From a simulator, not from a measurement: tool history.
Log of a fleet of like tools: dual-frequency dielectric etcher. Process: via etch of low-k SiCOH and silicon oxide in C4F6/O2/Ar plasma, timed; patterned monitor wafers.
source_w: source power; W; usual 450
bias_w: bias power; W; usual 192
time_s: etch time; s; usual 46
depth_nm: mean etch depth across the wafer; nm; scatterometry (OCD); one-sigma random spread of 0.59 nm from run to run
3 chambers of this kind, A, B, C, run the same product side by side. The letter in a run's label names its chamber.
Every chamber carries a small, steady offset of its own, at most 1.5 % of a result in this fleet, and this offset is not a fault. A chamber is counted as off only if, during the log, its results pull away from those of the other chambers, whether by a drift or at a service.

run,hour,source_w,bias_w,time_s,"read-back reference wafer on the same gauge, depth_nm",depth_nm
1C,3.4,450,192,46,98.113,117.24
2B,7.3,450,192,46,97.993,116.18
3A,10.5,450,192,46,98.179,116.72
4A,14,450,192,46,98.026,115.37
5C,16.8,450,192,46,98.065,116.96
6B,20.8,450,178,46,98.116,113.97
7B,25.5,450,178,46,97.984,113.46
8C,30,450,178,46,97.925,114.53
# hour 33.1: chamber A: wet clean of the chamber
9A,34.1,450,192,46,97.992,110.1
10C,37.1,450,192,46,98.089,118.05
11A,41.6,450,192,46,97.906,109.55
12B,45.6,450,192,46,97.96,116.4
13C,48.8,450,192,46,97.894,117.37
14B,53.4,450,192,46,98.111,115.69
15A,58.9,450,192,46,97.982,109.89
16C,63.4,450,192,46,98.104,118.05
17B,66.7,450,192,46,98.008,116.49
18A,72.2,450,192,46,97.827,109.62
19C,77.2,450,192,46,97.982,118.77
20A,80.2,450,192,46,97.958,109.99
21B,85.1,450,192,51,98.091,129.04
22C,87.9,450,192,51,98.084,129.92
23B,90.9,450,192,51,98.058,128.47

All 3 chambers run these settings next. Forecast each chamber's results:
24A,95.1,450,192,46,,?
24B,95.1,450,192,46,,?
24C,95.1,450,192,46,,?

run,depth_nm
24A,109.6
24B,117.06
24C,117.64
